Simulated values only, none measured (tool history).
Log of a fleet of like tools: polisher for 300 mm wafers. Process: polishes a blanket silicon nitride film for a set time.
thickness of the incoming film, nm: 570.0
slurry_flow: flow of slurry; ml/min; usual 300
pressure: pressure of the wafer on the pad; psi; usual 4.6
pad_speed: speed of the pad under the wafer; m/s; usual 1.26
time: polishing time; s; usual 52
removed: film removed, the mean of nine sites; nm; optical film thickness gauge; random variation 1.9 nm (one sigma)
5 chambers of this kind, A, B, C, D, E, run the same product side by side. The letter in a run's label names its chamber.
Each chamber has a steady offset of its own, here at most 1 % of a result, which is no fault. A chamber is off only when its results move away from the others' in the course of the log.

run,hour,slurry_flow,pressure,pad_speed,time,removed
# hour 0.1: chamber A: worn pad replaced by a new one
# hour 4.0: chamber B: worn pad replaced by a new one
1D,6.4,300,4.6,1.26,52,150.48
2C,16.0,300,4.6,1.26,52,150.97
3A,24.4,300,4.6,1.26,52,145.57
# hour 30.9: chamber E: slurry nozzle cleaned
4E,34.9,300,4.6,1.26,52,150.37
# hour 37.3: chamber E: worn pad replaced by a new one
# hour 38.5: chamber C: worn pad replaced by a new one
# hour 41.7: chamber D: worn pad replaced by a new one
5B,46.0,385,4.6,1.26,52,153.03
6E,56.4,385,4.6,1.26,52,153.78
7D,62.6,385,4.6,1.26,52,153.92
# hour 69.6: chamber A: worn pad replaced by a new one
8A,75.0,385,4.6,1.26,52,156.67
# hour 78.7: chamber B: worn pad replaced by a new one
9B,87.8,385,4.6,1.26,52,149.37
10C,96.3,300,4.6,1.26,52,146.94
11B,102.9,300,4.6,1.26,52,149.61
# hour 103.6: chamber C: worn pad replaced by a new one
# hour 107.8: chamber D: worn pad replaced by a new one
# hour 112.3: chamber E: worn pad replaced by a new one
12D,113.6,300,4.6,1.26,52,151.39
13C,122.1,300,4.6,1.26,52,151.21
14E,127.9,300,4.6,1.26,52,149.75
15A,140.2,300,4.6,1.26,52,149.85
# hour 142.4: chamber B: worn pad replaced by a new one
# hour 143.3: chamber A: worn pad replaced by a new one
16B,149.6,300,4.6,1.26,52,152.16
17C,156.0,300,4.6,1.26,52,154.15
18D,163.4,300,4.6,1.26,52,149.01
# hour 166.7: chamber C: worn pad replaced by a new one
# hour 168.0: chamber A: head pressure recalibrated
19E,174.5,300,4.6,1.26,52,152.90
# hour 178.1: chamber D: slurry nozzle cleaned
20A,183.2,300,4.6,1.26,52,138.20
# hour 183.7: chamber D: worn pad replaced by a new one
# hour 186.6: chamber E: worn pad replaced by a new one
21A,192.4,300,4.6,1.26,52,139.68
22D,201.3,300,4.6,1.26,52,152.53
# hour 208.5: chamber A: worn pad replaced by a new one
23C,212.4,300,4.6,1.26,52,151.88
# hour 219.4: chamber B: worn pad replaced by a new one
24B,219.4,300,4.6,1.26,52,147.76
# hour 224.2: chamber B: head pressure recalibrated
25E,227.6,300,4.6,1.02,52,125.43
# hour 231.1: chamber C: worn pad replaced by a new one
26D,233.7,300,4.6,1.02,52,128.79
27B,239.8,300,4.6,1.02,52,127.75
# hour 242.9: chamber D: worn pad replaced by a new one
28C,252.2,300,4.6,1.02,52,124.77
# hour 252.6: chamber E: worn pad replaced by a new one
# hour 255.4: chamber A: slurry nozzle cleaned
29E,262.0,300,4.6,1.02,52,127.14
30A,272.3,300,4.6,1.26,52,142.57
31B,278.0,300,4.6,1.26,52,148.39
# hour 283.7: chamber A: worn pad replaced by a new one
32A,285.8,300,4.6,1.26,52,137.58
# hour 288.4: chamber B: worn pad replaced by a new one
33D,295.0,300,4.6,1.26,52,152.84
34C,306.6,300,4.6,1.26,52,150.09
35E,313.4,300,4.6,1.26,52,151.37
# hour 315.0: chamber C: worn pad replaced by a new one
36B,326.0,300,4.6,1.26,52,151.92
37C,335.4,300,4.6,0.92,52,120.79

Next, every chamber runs the same settings. What will each give?
38A,344.7,395,4.6,1.26,52,?
38B,344.7,395,4.6,1.26,52,?
38C,344.7,395,4.6,1.26,52,?
38D,344.7,395,4.6,1.26,52,?
38E,344.7,395,4.6,1.26,52,?

run,removed
38A,146.58
38B,155.04
38C,152.82
38D,153.73
38E,154.26

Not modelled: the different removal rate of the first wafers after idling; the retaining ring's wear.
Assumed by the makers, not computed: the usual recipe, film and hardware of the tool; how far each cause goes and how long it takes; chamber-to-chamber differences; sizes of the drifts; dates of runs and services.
